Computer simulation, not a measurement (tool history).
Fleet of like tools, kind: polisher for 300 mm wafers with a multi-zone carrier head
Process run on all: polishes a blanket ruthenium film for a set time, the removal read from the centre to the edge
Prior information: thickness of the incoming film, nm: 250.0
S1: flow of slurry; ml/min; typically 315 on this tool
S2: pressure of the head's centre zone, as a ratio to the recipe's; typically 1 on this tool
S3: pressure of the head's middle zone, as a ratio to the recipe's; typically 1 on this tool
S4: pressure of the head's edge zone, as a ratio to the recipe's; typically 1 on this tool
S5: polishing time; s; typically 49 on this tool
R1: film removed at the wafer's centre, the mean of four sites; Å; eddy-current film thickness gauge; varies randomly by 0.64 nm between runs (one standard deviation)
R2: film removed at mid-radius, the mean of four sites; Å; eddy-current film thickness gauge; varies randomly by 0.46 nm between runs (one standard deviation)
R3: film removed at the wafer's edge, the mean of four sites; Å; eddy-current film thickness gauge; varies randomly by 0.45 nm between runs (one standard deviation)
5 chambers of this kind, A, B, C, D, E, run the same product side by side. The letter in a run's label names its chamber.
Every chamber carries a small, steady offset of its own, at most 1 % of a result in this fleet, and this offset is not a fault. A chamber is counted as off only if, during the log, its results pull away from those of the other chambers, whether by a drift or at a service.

run,hour,S1,S2,S3,S4,S5,R1,R2,R3
# hour 8: chamber E: slurry nozzle cleaned
# hour 9.6: chamber E: worn pad replaced by a new one
1E,11.5,315,1,1,1,49,509.73,502.23,510.38
# hour 17.9: chamber E: edge zone pressure recalibrated
2D,23,315,1,1,1,49,520.06,501.38,506.87
3B,29.4,315,1,1,1,49,501.86,505.35,517.57
# hour 36.1: chamber B: worn pad replaced by a new one
4C,40.8,315,1,1,1,49,509.05,516.31,520.47
5A,48.4,315,1,1,1,60,633.14,630.94,632.14
# hour 53.9: chamber A: worn pad replaced by a new one
6A,54.9,315,1,1,1,60,628.74,625.97,638.62
7C,63,315,1,1,1,60,638.84,624.53,623.24
# hour 63.3: chamber C: worn pad replaced by a new one
8E,68.4,315,1,1,1,60,620.93,627.51,630.68
9B,78.9,315,1,1,1,60,635.96,628.21,628.65
10D,85.2,315,1,1,1,49,514.13,505.45,516.67
# hour 95.9: chamber B: centre zone pressure recalibrated
11C,96.7,315,1,1,1,49,519.57,516.63,511.65
# hour 102.5: chamber E: worn pad replaced by a new one
12E,104.5,315,1,1,1,49,512.36,511.06,518.86
# hour 107.3: chamber B: worn pad replaced by a new one
13D,110.1,315,1,1,1,49,508.38,506.09,502.3
# hour 117: chamber D: worn pad replaced by a new one
14A,117.8,315,1,1,1,49,519.51,516.14,514.65
15B,130.3,315,1,1,1,49,517.66,510.1,515.58
16A,140.3,315,1,1,1,49,510.02,508.5,514.19
17D,149.6,315,1,1,1,49,527.48,503.77,516.83
# hour 151: chamber A: worn pad replaced by a new one
18B,158.8,315,1,1,1,49,504.02,511.63,512.64
# hour 161.7: chamber C: worn pad replaced by a new one
# hour 164.6: chamber E: centre zone pressure recalibrated
19C,166.8,315,1,1,1,49,497.36,513.02,507.04
20E,172.6,315,1,1,1,49,510.58,506.75,520.48
# hour 181.7: chamber A: centre zone pressure recalibrated
21C,183.9,315,1,1,1,49,499.12,508.83,510.18
# hour 187.9: chamber E: worn pad replaced by a new one
22B,192.3,315,1,1,1,49,511,503.64,504.5
# hour 197: chamber B: worn pad replaced by a new one
23D,201.1,315,1,1,1,49,514.17,505,506.61
# hour 210.2: chamber E: slurry nozzle cleaned
24E,211.2,315,1,1,1,49,504.75,508.83,516.49
# hour 220.2: chamber A: slurry nozzle cleaned
25A,223,315,1,1,1,49,511.81,515.31,514.46
# hour 231.3: chamber A: worn pad replaced by a new one
26E,233.5,315,1,1,1,49,514.49,518.43,516.85
# hour 240.3: chamber C: worn pad replaced by a new one
27A,240.3,315,1.12,1,1,49,599.71,509.06,519.18
# hour 250.5: chamber D: slurry nozzle cleaned
# hour 251: chamber D: worn pad replaced by a new one
# hour 251.5: chamber D: edge zone pressure recalibrated
28B,252.1,315,1.12,1,1,49,568.35,507.39,512.39
29C,264.2,315,1.12,1,1,49,533.43,511.87,510.26
30D,271.3,315,1.12,1,1,49,578.79,510.67,515.17
# hour 273.2: chamber B: worn pad replaced by a new one
# hour 275.3: chamber E: worn pad replaced by a new one
# hour 276.3: chamber D: centre zone pressure recalibrated
31B,283.5,315,1.12,1,1,49,581.72,496.78,518.73
32E,290.3,315,1,1,1,49,513.65,506.28,521.63
33A,298.2,315,1,1,1,64,663.74,665.13,677.15
# hour 306.8: chamber A: worn pad replaced by a new one
34C,310.3,315,1,1,1,64,615.24,678.2,676.23
# hour 315.2: chamber C: worn pad replaced by a new one
35D,318,315,1,1,1,64,668.7,660.2,662.89
36A,323.7,315,1,1,1,64,674.55,659.42,669.31
# hour 324: chamber C: slurry nozzle cleaned
37D,334,315,1,1,1,64,663.27,665.12,650.85
# hour 339.9: chamber B: worn pad replaced by a new one
38E,340.8,315,1,1,1,49,525.46,506.45,521.03
39C,352.4,315,1,1,1,49,453.9,517.64,511.36
# hour 358.1: chamber D: worn pad replaced by a new one
40B,361.2,250,1,1.08,1,49,498.13,541.21,504.38
41A,366.6,250,1,1.08,1,49,493.86,540.58,505.91
# hour 366.8: chamber B: slurry nozzle cleaned
42B,372.1,250,1,1.08,1,49,501.45,535.75,503.18
# hour 379.1: chamber E: worn pad replaced by a new one
43E,384.1,250,1,1.08,1,49,502.02,532.57,508.09
44D,391.8,250,1,1.08,1,49,508.3,542.29,503.51

For the next run the whole fleet of 5 chambers uses the same settings. Give each chamber's results:
45A,400.8,315,1,1.09,1,49,?,?,?
45B,400.8,315,1,1.09,1,49,?,?,?
45C,400.8,315,1,1.09,1,49,?,?,?
45D,400.8,315,1,1.09,1,49,?,?,?
45E,400.8,315,1,1.09,1,49,?,?,?

run,R1,R2,R3
45A,515.65,555.45,507.95
45B,507.99,543.89,511.84
45C,449.43,557.9,511.4
45D,500.15,547.06,516.26
45E,505.94,541.72,512.57
